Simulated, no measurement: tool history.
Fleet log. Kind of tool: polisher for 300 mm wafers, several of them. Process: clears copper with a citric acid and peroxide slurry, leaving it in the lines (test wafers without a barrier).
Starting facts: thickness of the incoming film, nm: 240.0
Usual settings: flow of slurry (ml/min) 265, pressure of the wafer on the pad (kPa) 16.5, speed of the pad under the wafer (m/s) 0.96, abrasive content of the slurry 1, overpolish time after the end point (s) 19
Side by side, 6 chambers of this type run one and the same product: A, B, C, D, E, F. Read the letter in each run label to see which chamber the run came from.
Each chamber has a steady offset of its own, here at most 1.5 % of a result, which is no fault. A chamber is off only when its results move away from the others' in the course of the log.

| run | hour | flow of slurry (ml/min) | pressure of the wafer on the pad (kPa) | speed of the pad under the wafer (m/s) | abrasive content of the slurry | overpolish time after the end point (s) | time until the end point was called (s) | dishing of a wide line in a test structure (Å) |
|---|---|---|---|---|---|---|---|---|
| 1B | 8.8 | 265 | 16.5 | 0.96 | 1 | 19 | 157.74 | 211.35 |
|  | 11.9 | chamber F: slurry nozzle cleaned |
| 2D | 21.5 | 265 | 16.5 | 0.96 | 1 | 19 | 152.97 | 213.1 |
|  | 22.6 | chamber E: head pressure recalibrated |
|  | 26 | chamber B: worn pad replaced by a new one |
| 3E | 29.2 | 265 | 16.5 | 0.96 | 1 | 19 | 157.81 | 211.67 |
|  | 35.7 | chamber B: slurry nozzle cleaned |
| 4F | 35.8 | 265 | 16.5 | 0.96 | 1 | 19 | 156.88 | 214.7 |
|  | 47.2 | chamber C: slurry blender recalibrated |
| 5C | 47.5 | 265 | 16.5 | 0.96 | 1 | 19 | 158.21 | 204.97 |
|  | 47.8 | chamber D: worn pad replaced by a new one |
|  | 48.7 | chamber C: worn pad replaced by a new one |
|  | 52.8 | chamber E: worn pad replaced by a new one |
| 6A | 53.8 | 265 | 16.5 | 0.96 | 1 | 19 | 155.91 | 214.13 |
| 7E | 60.8 | 265 | 16.5 | 0.96 | 1 | 19 | 156.7 | 208.42 |
| 8B | 72 | 265 | 16.5 | 0.96 | 1 | 19 | 154.89 | 214.55 |
|  | 82 | chamber F: worn pad replaced by a new one |
| 9D | 82.7 | 265 | 16.5 | 0.96 | 1 | 19 | 154 | 201.51 |
|  | 89.5 | chamber A: slurry blender recalibrated |
|  | 90.5 | chamber B: worn pad replaced by a new one |
|  | 91 | chamber E: slurry blender recalibrated |
| 10A | 93.2 | 265 | 16.5 | 0.96 | 1 | 19 | 157.36 | 209.01 |
|  | 96 | chamber B: slurry blender recalibrated |
| 11C | 102.2 | 265 | 16.5 | 0.96 | 1 | 19 | 159.41 | 207.47 |
| 12F | 111.8 | 265 | 16.5 | 0.96 | 1 | 19 | 153.42 | 217.23 |
|  | 112.9 | chamber C: head pressure recalibrated |
| 13E | 118.2 | 265 | 16.5 | 0.96 | 1 | 19 | 158.49 | 210.98 |
| 14C | 129.6 | 265 | 16.5 | 0.96 | 1 | 19 | 157.54 | 211.23 |
|  | 133.9 | chamber E: worn pad replaced by a new one |
| 15D | 140.3 | 265 | 16.5 | 0.78 | 1 | 19 | 189.7 | 174.8 |
|  | 143.4 | chamber D: worn pad replaced by a new one |
| 16F | 146.7 | 265 | 16.5 | 0.78 | 1 | 19 | 193.72 | 176.36 |
|  | 153.5 | chamber C: slurry nozzle cleaned |
| 17A | 155.1 | 265 | 16.5 | 0.78 | 1 | 19 | 187.47 | 178.66 |
|  | 159.5 | chamber E: slurry nozzle cleaned |
|  | 159.9 | chamber B: worn pad replaced by a new one |
|  | 161.4 | chamber C: worn pad replaced by a new one |
| 18B | 163.8 | 265 | 16.5 | 0.78 | 1 | 19 | 188.08 | 177.97 |
| 19A | 170.8 | 265 | 16.5 | 0.78 | 1 | 19 | 189.6 | 179.5 |
| 20D | 176.9 | 265 | 16.5 | 0.78 | 1 | 19 | 189.08 | 173.08 |
| 21C | 185 | 265 | 16.5 | 0.96 | 1 | 19 | 156.6 | 209.69 |
| 22E | 194.5 | 265 | 16.5 | 0.96 | 1 | 19 | 158.53 | 203.51 |
|  | 197.2 | chamber F: worn pad replaced by a new one |
|  | 200.6 | chamber F: head pressure recalibrated |
| 23B | 206 | 265 | 16.5 | 0.96 | 1 | 19 | 153.75 | 210.04 |
|  | 206.2 | chamber E: worn pad replaced by a new one |
| 24F | 215.3 | 265 | 16.5 | 0.96 | 0.9 | 19 | 162.5 | 211.29 |
|  | 223.9 | chamber D: worn pad replaced by a new one |
| 25B | 225.1 | 265 | 16.5 | 0.96 | 0.9 | 19 | 162.01 | 214.17 |
|  | 236.1 | chamber B: worn pad replaced by a new one |
| 26A | 237.5 | 265 | 16.5 | 0.96 | 0.9 | 19 | 167.92 | 197.67 |
| 27D | 243.8 | 265 | 16.5 | 0.96 | 0.9 | 19 | 156.89 | 201.77 |
|  | 251.8 | chamber C: slurry blender recalibrated |
| 28C | 255.6 | 265 | 16.5 | 0.96 | 0.9 | 19 | 162 | 206.82 |
| 29F | 264.2 | 265 | 16.5 | 0.96 | 0.9 | 19 | 160.13 | 209.25 |
| 30E | 275.8 | 265 | 16.5 | 0.96 | 1 | 19 | 159.85 | 208.58 |
|  | 286.6 | chamber F: slurry nozzle cleaned |
|  | 287.1 | chamber C: worn pad replaced by a new one |
| 31E | 288 | 265 | 16.5 | 0.96 | 1 | 19 | 159.67 | 210.4 |
| 32F | 296.4 | 265 | 16.5 | 0.96 | 1 | 19 | 156.72 | 208.66 |
| 33C | 307.4 | 265 | 16.5 | 0.96 | 1 | 19 | 155.23 | 207.12 |
|  | 309.7 | chamber A: slurry blender recalibrated |
|  | 313.5 | chamber B: worn pad replaced by a new one |
|  | 317.3 | chamber D: worn pad replaced by a new one |
| 34B | 317.8 | 265 | 16.5 | 0.76 | 1 | 19 | 195.06 | 167.34 |
| 35D | 329.2 | 265 | 16.5 | 0.76 | 1 | 19 | 192.26 | 166.56 |
| 36A | 335.8 | 265 | 16.5 | 0.76 | 1 | 19 | 211.3 | 160.59 |

All chambers now run identical settings, listed one chamber a line with results as question marks. What results will each chamber show?
| 37A | 345 | 265 | 16.5 | 0.96 | 1 | 19 | ? | ? |
| 37B | 345 | 265 | 16.5 | 0.96 | 1 | 19 | ? | ? |
| 37C | 345 | 265 | 16.5 | 0.96 | 1 | 19 | ? | ? |
| 37D | 345 | 265 | 16.5 | 0.96 | 1 | 19 | ? | ? |
| 37E | 345 | 265 | 16.5 | 0.96 | 1 | 19 | ? | ? |
| 37F | 345 | 265 | 16.5 | 0.96 | 1 | 19 | ? | ? |

| run | time until the end point was called (s) | dishing of a wide line in a test structure (Å) |
|---|---|---|
| 37A | 169.03 | 186.13 |
| 37B | 152.9 | 216.78 |
| 37C | 156.45 | 213.11 |
| 37D | 154.11 | 207.21 |
| 37E | 156.5 | 211.57 |
| 37F | 156.71 | 211.87 |
